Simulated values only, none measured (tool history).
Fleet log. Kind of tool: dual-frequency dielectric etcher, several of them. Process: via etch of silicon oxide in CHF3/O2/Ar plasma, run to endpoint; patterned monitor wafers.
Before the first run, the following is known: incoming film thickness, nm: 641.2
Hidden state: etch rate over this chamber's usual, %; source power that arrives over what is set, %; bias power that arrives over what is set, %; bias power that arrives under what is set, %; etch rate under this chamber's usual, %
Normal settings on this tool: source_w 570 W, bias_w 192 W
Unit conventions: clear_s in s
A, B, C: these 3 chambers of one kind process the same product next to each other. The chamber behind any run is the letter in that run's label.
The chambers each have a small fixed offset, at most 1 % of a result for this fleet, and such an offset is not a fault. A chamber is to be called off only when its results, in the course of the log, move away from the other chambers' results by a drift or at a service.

| run | hour | source_w | bias_w | hours since the last wet clean | hours since the last source power generator calibration | hours since the last bias power generator calibration | clear_s |
|---|---|---|---|---|---|---|---|
| 1B | 9.6 | 570 | 192 | 188.1 | 2300.4 | 2093.2 | 326.36 |
| 2C | 22.1 | 570 | 192 | 232.8 | 2822.4 | 2900.1 | 325.22 |
| 3A | 34.1 | 570 | 192 | 255.4 | 2582.8 | 2610.3 | 323.79 |
| 4A | 46.2 | 570 | 192 | 267.5 | 2594.9 | 2622.4 | 327.83 |
| 5C | 60.1 | 690 | 192 | 270.8 | 2860.4 | 2938.1 | 302.41 |
| 6B | 72.4 | 690 | 192 | 250.9 | 2363.2 | 2156.0 | 301.70 |
| 7C | 81.4 | 690 | 192 | 292.1 | 2881.7 | 2959.4 | 304.62 |
| 8A | 89.0 | 570 | 192 | 310.3 | 2637.7 | 2665.2 | 325.46 |
| 9B | 101.4 | 570 | 192 | 279.9 | 2392.2 | 2185.0 | 327.83 |
| 10B | 111.2 | 570 | 192 | 289.7 | 2402.0 | 2194.8 | 325.66 |
| 11C | 123.8 | 570 | 192 | 334.5 | 2924.1 | 3001.8 | 323.89 |
| 12A | 138.8 | 570 | 192 | 360.1 | 2687.5 | 2715.0 | 325.70 |
| 13C | 149.3 | 570 | 192 | 360.0 | 2949.6 | 3027.3 | 324.35 |
| 14A | 159.6 | 480 | 237 | 380.9 | 2708.3 | 2735.8 | 321.33 |
| 15B | 171.0 | 480 | 237 | 349.5 | 2461.8 | 2254.6 | 321.69 |
|  | 181.6 | chamber C: wet clean of the chamber |
| 16A | 186.7 | 480 | 237 | 408.0 | 2735.4 | 2762.9 | 322.53 |
| 17B | 198.1 | 570 | 192 | 376.6 | 2488.9 | 2281.7 | 327.42 |
| 18C | 211.9 | 570 | 192 | 30.3 | 3012.2 | 3089.9 | 338.17 |
| 19C | 220.4 | 570 | 192 | 38.8 | 3020.7 | 3098.4 | 340.86 |
|  | 222.7 | chamber A: wet clean of the chamber |
| 20A | 230.5 | 570 | 192 | 7.9 | 2779.2 | 2806.7 | 327.88 |
| 21B | 242.5 | 570 | 192 | 421.0 | 2533.3 | 2326.1 | 324.20 |
|  | 247.7 | chamber B: source power generator calibrated |
| 22A | 249.8 | 570 | 157 | 27.2 | 2798.5 | 2826.0 | 352.54 |
| 23C | 260.0 | 570 | 157 | 78.4 | 3060.3 | 3138.0 | 362.34 |
| 24B | 269.1 | 570 | 157 | 447.6 | 21.5 | 2352.7 | 348.35 |
| 25A | 282.3 | 570 | 192 | 59.7 | 2831.0 | 2858.5 | 324.57 |
|  | 282.6 | chamber A: source power generator calibrated |
| 26C | 294.7 | 570 | 192 | 113.1 | 3095.0 | 3172.7 | 338.21 |
| 27B | 303.7 | 570 | 192 | 482.2 | 56.1 | 2387.3 | 323.86 |
| 28C | 315.3 | 570 | 192 | 133.7 | 3115.6 | 3193.3 | 339.65 |
| 29B | 331.2 | 570 | 192 | 509.7 | 83.6 | 2414.8 | 326.74 |
| 30A | 343.6 | 570 | 192 | 121.0 | 61.0 | 2919.8 | 326.69 |
| 31C | 355.7 | 690 | 192 | 174.1 | 3156.0 | 3233.7 | 315.48 |
| 32A | 369.6 | 690 | 192 | 147.0 | 87.0 | 2945.8 | 306.05 |
| 33B | 377.5 | 690 | 192 | 556.0 | 129.9 | 2461.1 | 303.12 |
| 34A | 388.9 | 570 | 192 | 166.3 | 106.3 | 2965.1 | 323.60 |
| 35B | 402.2 | 570 | 192 | 580.7 | 154.6 | 2485.8 | 326.19 |
| 36C | 413.1 | 520 | 169 | 231.5 | 3213.4 | 3291.1 | 365.48 |
| 37C | 422.0 | 520 | 169 | 240.4 | 3222.3 | 3300.0 | 363.55 |

Is one chamber out of step, is the gauge drifting, or do the chambers differ by no more than their own small offsets? For an off chamber, give its letter and the likeliest cause.

Chamber C has stood off from the others ever since a service on it.
What lies behind it: etch rate under this chamber's usual, % = 3.6.

Which of the 4 candidates below, each the usual settings with something changed and its results left as question marks, puts chamber C back in line with what the other chambers give on the usual settings?
In line means no further than this from the other chambers' mean on the usual settings: clear_s 6.60 s
| 38C-1 | 433.6 | 630 | 211 |  |  |  | ? |
| 38C-2 | 433.6 | 540 | 183 |  |  |  | ? |
| 38C-3 | 433.6 | 570 | 151 |  |  |  | ? |
| 38C-4 | 433.6 | 600 | 201 |  |  |  | ? |

Usual-settings mean across the other chambers: clear_s 325.78 s
| run | clear_s |
|---|---|
| 38C-1 | 315.00 |
| 38C-2 | 350.62 |
| 38C-3 | 366.34 |
| 38C-4 | 326.28 |
It is 38C-4 that realigns the chamber with its peers.
